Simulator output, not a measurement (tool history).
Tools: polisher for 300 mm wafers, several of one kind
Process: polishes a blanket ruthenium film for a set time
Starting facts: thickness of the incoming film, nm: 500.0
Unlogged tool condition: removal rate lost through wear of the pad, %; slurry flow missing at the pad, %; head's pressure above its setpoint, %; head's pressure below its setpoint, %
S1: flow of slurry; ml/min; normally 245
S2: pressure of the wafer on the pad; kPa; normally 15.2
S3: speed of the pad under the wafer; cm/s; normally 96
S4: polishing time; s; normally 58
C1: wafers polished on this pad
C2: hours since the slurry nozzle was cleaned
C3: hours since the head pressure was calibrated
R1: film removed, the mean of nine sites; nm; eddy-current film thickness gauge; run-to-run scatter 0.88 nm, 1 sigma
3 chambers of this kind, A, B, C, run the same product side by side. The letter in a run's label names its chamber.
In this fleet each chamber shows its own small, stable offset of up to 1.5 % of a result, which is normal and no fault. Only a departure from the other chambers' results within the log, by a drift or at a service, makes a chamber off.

Run 1A, hour 6: usual settings; C1 802; C2 346.2; C3 257.1. Result: R1 65.401 nm.
Run 2B, hour 13.7: usual settings; C1 417; C2 130.2; C3 238.6. Result: R1 66.943 nm.
At hour 16.8: chamber C: worn pad replaced by a new one.
Run 3C, hour 17.9: usual settings; C1 11; C2 117.4; C3 361.8. Result: R1 66.24 nm.
At hour 20.4: chamber A: worn pad replaced by a new one.
Run 4B, hour 21.8: usual settings; C1 500; C2 138.3; C3 246.7. Result: R1 65.843 nm.
Run 5A, hour 30.5: usual settings; C1 104; C2 370.7; C3 281.6. Result: R1 66.767 nm.
Run 6C, hour 38.1: usual settings; C1 218; C2 137.6; C3 382. Result: R1 66.388 nm.
Run 7A, hour 43.3: usual settings; C1 235; C2 383.5; C3 294.4. Result: R1 65.856 nm.
Run 8C, hour 51.6: usual settings; C1 356; C2 151.1; C3 395.5. Result: R1 65.988 nm.
Run 9B, hour 57.3: usual settings; C1 864; C2 173.8; C3 282.2. Result: R1 66.004 nm.
Run 10B, hour 64.8: usual settings; C1 941; C2 181.3; C3 289.7. Result: R1 65.999 nm.
At hour 68.5: chamber B: worn pad replaced by a new one.
Run 11C, hour 69.2: usual settings; C1 537; C2 168.7; C3 413.1. Result: R1 65.275 nm.
Run 12A, hour 77.6: usual settings; C1 586; C2 417.8; C3 328.7. Result: R1 64.746 nm.
Run 13A, hour 85: usual settings; C1 662; C2 425.2; C3 336.1. Result: R1 65.245 nm.
At hour 86.8: chamber C: worn pad replaced by a new one.
Run 14B, hour 89.6: usual settings; C1 216; C2 206.1; C3 314.5. Result: R1 66.354 nm.
Run 15C, hour 97.5: usual settings; C1 109; C2 197; C3 441.4. Result: R1 63.03 nm.
Run 16B, hour 104: usual settings; C1 363; C2 220.5; C3 328.9. Result: R1 66.954 nm.
Run 17C, hour 108.2: usual settings; C1 219; C2 207.7; C3 452.1. Result: R1 62.645 nm.
Run 18A, hour 114.3: usual settings; C1 962; C2 454.5; C3 365.4. Result: R1 65.19 nm.
At hour 117.6: chamber A: worn pad replaced by a new one.
Run 19B, hour 122.2: usual settings but S2 12.4 kPa; C1 550; C2 238.7; C3 347.1. Result: R1 54.001 nm.
Run 20C, hour 127.1: usual settings but S2 12.4 kPa; C1 412; C2 226.6; C3 471. Result: R1 50.953 nm.
Run 21A, hour 131.5: usual settings but S2 12.4 kPa; C1 143; C2 471.7; C3 382.6. Result: R1 54.499 nm.
Run 22B, hour 139.8: usual settings; C1 730; C2 256.3; C3 364.7. Result: R1 69.385 nm.
Run 23C, hour 145.9: usual settings; C1 605; C2 245.4; C3 489.8. Result: R1 62.229 nm.
Run 24A, hour 153.9: usual settings; C1 372; C2 494.1; C3 405. Result: R1 65.835 nm.
At hour 157.6: chamber B: worn pad replaced by a new one.
Run 25A, hour 161.8: usual settings; C1 453; C2 502; C3 412.9. Result: R1 64.681 nm.
At hour 167: chamber C: worn pad replaced by a new one.
Run 26B, hour 169.6: usual settings; C1 123; C2 286.1; C3 394.5. Result: R1 68.304 nm.
Run 27C, hour 174: usual settings; C1 72; C2 273.5; C3 517.9. Result: R1 59.616 nm.
Run 28B, hour 178.9: usual settings but S2 10.3 kPa, S3 82 cm/s; C1 218; C2 295.4; C3 403.8. Result: R1 38.66 nm.
Run 29C, hour 186.5: usual settings but S2 10.3 kPa, S3 82 cm/s; C1 200; C2 286; C3 530.4. Result: R1 34.912 nm.
Run 30A, hour 194.6: usual settings but S2 10.3 kPa, S3 82 cm/s; C1 789; C2 534.8; C3 445.7. Result: R1 37.763 nm.
Run 31C, hour 199.1: usual settings; C1 329; C2 298.6; C3 543. Result: R1 58.874 nm.
Run 32B, hour 203.2: usual settings; C1 467; C2 319.7; C3 428.1. Result: R1 67.292 nm.
Run 33A, hour 210.7: usual settings; C1 953; C2 550.9; C3 461.8. Result: R1 65.955 nm.

Decide between three cases: one chamber stands off from its peers, the gauge reading all wafers drifts, or nothing is wrong past each chamber's small offset. Where a chamber is off, say which and what most likely put it there.

Little by little, chamber C moves away from the other chambers.
Likeliest cause: head's pressure below its setpoint, % = 12.3.

Below are 4 candidate recipes for chamber C's next run, each the usual settings with a change, their results shown as question marks. Which of them brings C's results back in line with what the other chambers give on the usual settings?
To be in line, a result may differ from the other chambers' mean on the usual settings by at most: R1 3 nm
Run 34C-1, hour 217.1: usual settings but S2 15.9 kPa. Result: R1 ?.
Run 34C-2, hour 217.1: usual settings but S3 94 cm/s, S4 57 s. Result: R1 ?.
Run 34C-3, hour 217.1: usual settings but S4 65 s. Result: R1 ?.
Run 34C-4, hour 217.1: usual settings but S2 14.5 kPa, S3 92 cm/s, S4 56 s. Result: R1 ?.

Other chambers, usual settings, mean: R1 66.298 nm
  run      R1
34C-1  61.148
34C-2  56.329
34C-3  65.591
34C-4  51.748
34C-3 is the one that brings the chamber's results back in line with the other chambers.
